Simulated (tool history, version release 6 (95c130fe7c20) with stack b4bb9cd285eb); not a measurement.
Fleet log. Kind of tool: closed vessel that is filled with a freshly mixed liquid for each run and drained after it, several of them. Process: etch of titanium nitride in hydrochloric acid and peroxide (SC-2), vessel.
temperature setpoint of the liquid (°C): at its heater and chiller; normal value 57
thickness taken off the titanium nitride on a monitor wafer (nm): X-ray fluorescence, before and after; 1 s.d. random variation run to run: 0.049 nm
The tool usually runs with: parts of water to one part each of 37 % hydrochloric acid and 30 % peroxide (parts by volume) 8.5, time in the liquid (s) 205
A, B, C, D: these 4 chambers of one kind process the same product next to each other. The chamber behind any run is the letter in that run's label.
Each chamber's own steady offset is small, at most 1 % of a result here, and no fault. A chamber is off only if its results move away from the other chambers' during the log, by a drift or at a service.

run,hour,temperature setpoint of the liquid (°C),parts of water to one part each of 37 % hydrochloric acid and 30 % peroxide (parts by volume),time in the liquid (s),hours since the thermometer was replaced,hours since the chemicals flow meter was replaced,hours since the drum of peroxide was connected,"read-back film thickness of the titanium nitride reference wafer, read on the same gauge (nm)",thickness taken off the titanium nitride on a monitor wafer (nm)
1A,13,57,8.5,205,124.7,252.9,307.7,129.98,8.096
2C,24.9,57,8.5,205,1841.8,449.2,160,130,8.1452
3B,38.7,57,8.5,205,580.2,1186.3,623.9,130.01,8.1245
# hour 41: chamber A: new drum of peroxide connected
4D,52.8,57,8.5,205,2146.9,1692.2,140.9,129.98,8.2416
# hour 52.9: chamber D: thermometer replaced
5B,63.3,57,8.5,205,604.8,1210.9,648.5,130,8.054
6A,72.7,57,8.5,205,184.4,312.6,31.7,129.99,8.0081
7C,81,57,8.5,205,1897.9,505.3,216.1,129.97,8.2344
8D,89.6,57,12,205,36.7,1729,177.7,129.97,6.1308
9A,103.2,57,12,205,214.9,343.1,62.2,129.97,6.0973
10B,109.8,57,12,205,651.3,1257.4,695,130.02,5.9678
11C,120.2,57,12,205,1937.1,544.5,255.3,130.01,6.2437
12D,133.1,57,8.5,205,80.2,1772.5,221.2,129.98,8.1862
13D,141.3,57,8.5,205,88.4,1780.7,229.4,129.98,8.2611
14A,149.6,57,12.5,205,261.3,389.5,108.6,129.99,5.8205
15B,162.6,57,12.5,205,704.1,1310.2,747.8,130,5.8201
16C,169.5,57,12.5,205,1986.4,593.8,304.6,129.98,6.071
17D,180.3,57,12.5,205,127.4,1819.7,268.4,130.03,6.0082
# hour 183.3: chamber B: new drum of peroxide connected
18A,191.8,57,8.5,205,303.5,431.7,150.8,130,8.1286
19C,199.4,57,8.5,205,2016.3,623.7,334.5,129.99,8.4113
20B,211.5,57,8.5,205,753,1359.1,28.3,129.99,8.0889
21B,220,57,8.5,205,761.5,1367.6,36.8,130.01,8.1293
22D,231.9,57,8.5,205,179,1871.3,320,130.02,8.2404
23A,245.3,57,8.5,205,357,485.2,204.3,130.02,8.0879
24C,252.1,53,6.5,205,2069,676.4,387.2,129.99,8.1547
# hour 261.6: chamber D: new drum of peroxide connected
25B,263.4,53,6.5,205,804.9,1411,80.2,129.98,7.7156
26D,274.8,53,6.5,205,221.9,1914.2,13.2,129.98,7.8044
27C,286.7,53,6.5,205,2103.6,711,421.8,130.02,8.2647
28A,297,57,8.5,205,408.7,536.9,256,130.06,8.0824
29A,310.4,57,8.5,205,422.1,550.3,269.4,130.02,8.1517
30B,317.3,57,8.5,205,858.8,1464.9,134.1,129.97,8.16
31C,324.2,57,8.5,205,2141.1,748.5,459.3,129.99,8.6719
32D,330.4,57,8.5,205,277.5,1969.8,68.8,129.98,8.2343
33B,336.8,57,8.5,205,878.3,1484.4,153.6,129.99,8.141
34A,350.2,51,10,205,461.9,590.1,309.2,130.04,4.7397
35C,363.1,51,10,205,2180,787.4,498.2,129.99,5.1928
36D,371.7,51,10,205,318.8,2011.1,110.1,130.04,4.9262
# hour 380: chamber A: new drum of peroxide connected
37A,385.7,51,10,205,497.4,625.6,5.7,129.99,4.7342
38C,399.5,53.5,8.5,255,2216.4,823.8,534.6,129.99,8.7389
39B,411.5,53.5,8.5,255,953,1559.1,228.3,130.02,7.9924

One chamber off, gauge drift, or nothing amiss beyond the chambers' own small offsets? If it is a chamber, which one, and what is the likeliest cause?

Chamber C drifts away from the others.
What lies behind it: chemicals flow above the setpoint (%) = 10.8.
It could be hard to tell apart here from: liquid hotter than its thermometer reads (K).

Chamber C could run next with any of the 4 candidate recipes listed below; each alters the usual settings, and their results appear as question marks. Which one brings its results back in line with what the other chambers deliver on the usual settings?
In line means no further than this from the other chambers' mean on the usual settings: thickness taken off the titanium nitride on a monitor wafer (nm) 0.17
40C-1,421.6,57,8.5,195,,,,,?
40C-2,421.6,57,8.5,215,,,,,?
40C-3,421.6,57.5,8.5,215,,,,,?
40C-4,421.6,56.5,8.5,195,,,,,?

Average result of the remaining chambers running the usual settings: thickness taken off the titanium nitride on a monitor wafer (nm) 8.1422
run,thickness taken off the titanium nitride on a monitor wafer (nm)
40C-1,8.418
40C-2,9.2814
40C-3,9.5761
40C-4,8.1582
With 40C-4, the chamber falls back in line with the rest.
